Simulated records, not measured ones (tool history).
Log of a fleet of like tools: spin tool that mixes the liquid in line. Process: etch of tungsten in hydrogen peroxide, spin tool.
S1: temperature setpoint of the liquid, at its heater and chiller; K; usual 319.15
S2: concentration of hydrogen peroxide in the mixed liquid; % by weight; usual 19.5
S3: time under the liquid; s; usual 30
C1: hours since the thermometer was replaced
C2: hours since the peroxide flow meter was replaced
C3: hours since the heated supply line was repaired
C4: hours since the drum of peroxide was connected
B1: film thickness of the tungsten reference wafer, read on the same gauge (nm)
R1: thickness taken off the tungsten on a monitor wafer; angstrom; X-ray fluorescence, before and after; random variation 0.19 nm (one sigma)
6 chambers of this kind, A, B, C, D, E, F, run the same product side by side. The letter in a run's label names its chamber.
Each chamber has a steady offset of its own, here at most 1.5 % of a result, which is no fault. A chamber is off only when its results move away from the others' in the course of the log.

run   hour      S1    S2  S3      C1      C2      C3      C4      B1      R1
 1E   10.5  319.15  19.5  30   149.1  1256.6  1279.3  1319.7  60.038  398.91
      12.8  -- chamber D: new drum of peroxide connected
 2B   18.4  319.15  19.5  30  1719.5   508.1  1770.2   315.0  60.001  398.97
 3A   28.1  319.15  19.5  30   653.2   440.0  1780.4   545.6  59.972  402.97
 4C   36.8  319.15  19.5  30   337.2   771.4   784.4   962.9  60.019  403.57
 5F   43.5  319.15  23.0  30   694.3  1691.1  2203.0   356.1  59.983  437.56
      46.6  -- chamber E: new drum of peroxide connected
 6D   51.2  319.15  23.0  30  1177.9  1075.4  1604.8    38.5  60.004  434.91
 7F   57.2  319.15  23.0  30   708.0  1704.8  2216.7   369.8  59.971  435.84
 8B   63.9  319.15  23.0  30  1765.0   553.6  1815.7   360.5  60.016  437.92
 9A   75.3  319.15  23.0  30   700.4   487.2  1827.6   592.8  59.978  433.39
10E   85.4  319.15  23.0  30   224.0  1331.5  1354.2    38.8  60.016  431.47
11C   91.2  319.15  19.5  15   391.6   825.8   838.8  1017.3  60.009  202.42
12D  100.6  319.15  19.5  15  1227.3  1124.8  1654.2    87.9  59.964  201.79
13F  107.7  319.15  19.5  15   758.5  1755.3  2267.2   420.3  60.023  203.07
14A  116.9  319.15  19.5  15   742.0   528.8  1869.2   634.4  59.997  197.64
15D  122.0  319.15  19.5  15  1248.7  1146.2  1675.6   109.3  60.016  200.46
16B  129.1  319.15  19.5  15  1830.2   618.8  1880.9   425.7  60.031  202.09
17C  138.2  319.15  19.5  30   438.6   872.8   885.8  1064.3  59.994  406.25
18E  149.5  319.15  22.5  35   288.1  1395.6  1418.3   102.9  60.000  504.10
19F  154.5  319.15  22.5  35   805.3  1802.1  2314.0   467.1  59.965  507.05
20D  163.2  319.15  22.5  35  1289.9  1187.4  1716.8   150.5  59.999  505.92
21A  170.5  319.15  22.5  35   795.6   582.4  1922.8   688.0  59.985  494.43
22E  176.1  319.15  22.5  35   314.7  1422.2  1444.9   129.5  60.038  501.04
23B  186.9  319.15  22.5  35  1888.0   676.6  1938.7   483.5  59.994  500.95
24C  194.6  319.15  19.5  30   495.0   929.2   942.2  1120.7  59.992  407.74
25F  200.0  319.15  19.5  30   850.8  1847.6  2359.5   512.6  60.017  405.12
26E  208.2  319.15  19.5  30   346.8  1454.3  1477.0   161.6  59.980  400.45
     210.8  -- chamber C: thermometer replaced
27B  215.7  319.15  19.5  30  1916.8   705.4  1967.5   512.3  59.999  401.64
28C  223.0  319.15  19.5  30    12.3   957.6   970.6  1149.1  59.973  406.22
29A  233.7  319.15  19.5  30   858.8   645.6  1986.0   751.2  60.026  390.34
     235.3  -- chamber F: peroxide flow meter replaced
30D  242.6  319.15  19.5  30  1369.3  1266.8  1796.2   229.9  59.985  400.44
31F  253.9  319.15  19.5  30   904.7    18.7  2413.4   566.5  59.983  402.40
32B  260.6  319.15  19.5  30  1961.7   750.3  2012.4   557.2  59.983  403.37
33D  267.4  319.15  19.5  30  1394.1  1291.6  1821.0   254.7  59.981  399.98
34E  278.6  319.15  19.5  30   417.2  1524.7  1547.4   232.0  59.989  396.40
35C  285.7  319.15  19.5  30    75.0  1020.3  1033.3  1211.8  60.017  406.25
     290.1  -- chamber C: peroxide flow meter replaced
36A  294.2  310.65  19.5  30   919.3   706.1  2046.5   811.7  60.025  224.69
     301.3  -- chamber F: thermometer replaced
37D  302.6  310.65  19.5  30  1429.3  1326.8  1856.2   289.9  60.046  230.54
38C  313.1  310.65  19.5  30   102.4    23.0  1060.7  1239.2  59.986  234.62
39F  318.4  310.65  19.5  30    17.1    83.2  2477.9   631.0  60.010  236.28
40A  328.5  310.65  19.5  30   953.6   740.4  2080.8   846.0  60.022  222.69
41E  333.7  310.65  19.5  30   472.3  1579.8  1602.5   287.1  60.013  230.64
42B  343.4  319.15  19.5  30  2044.5   833.1  2095.2   640.0  60.023  404.41
43C  349.2  319.15  19.5  30   138.5    59.1  1096.8  1275.3  59.978  406.10
44A  357.8  319.15  19.5  30   982.9   769.7  2110.1   875.3  60.056  383.39

What goes on in this fleet: one chamber off, a drifting gauge, or nothing beyond the chambers' own small offsets? Name the chamber and the cause, if any.

Chamber A drifts away from the others.
Cause: temperature lost on the way to the wafer (K) = 0.675.
The log may not tell that from: liquid colder than its thermometer reads (K); peroxide flow below the setpoint (%); peroxide weaker than its label (%).

Here are 4 candidates for chamber A's next run, each the usual settings with a change, their results left as question marks. Which one brings its results back in line with what the others give on the usual settings?
In line means no further than this from the other chambers' mean on the usual settings: R1 6.80 angstrom
45A-1  365.9  319.15  18.5  30                       ?
45A-2  365.9  319.15  21.5  30                       ?
45A-3  365.9  319.15  20.5  30                       ?
45A-4  365.9  319.15  17.5  30                       ?

The other chambers' mean on the usual settings: R1 403.21 angstrom
  run      R1
45A-1  372.48
45A-2  401.10
45A-3  391.79
45A-4  362.44
45A-2 brings the chamber back in line.
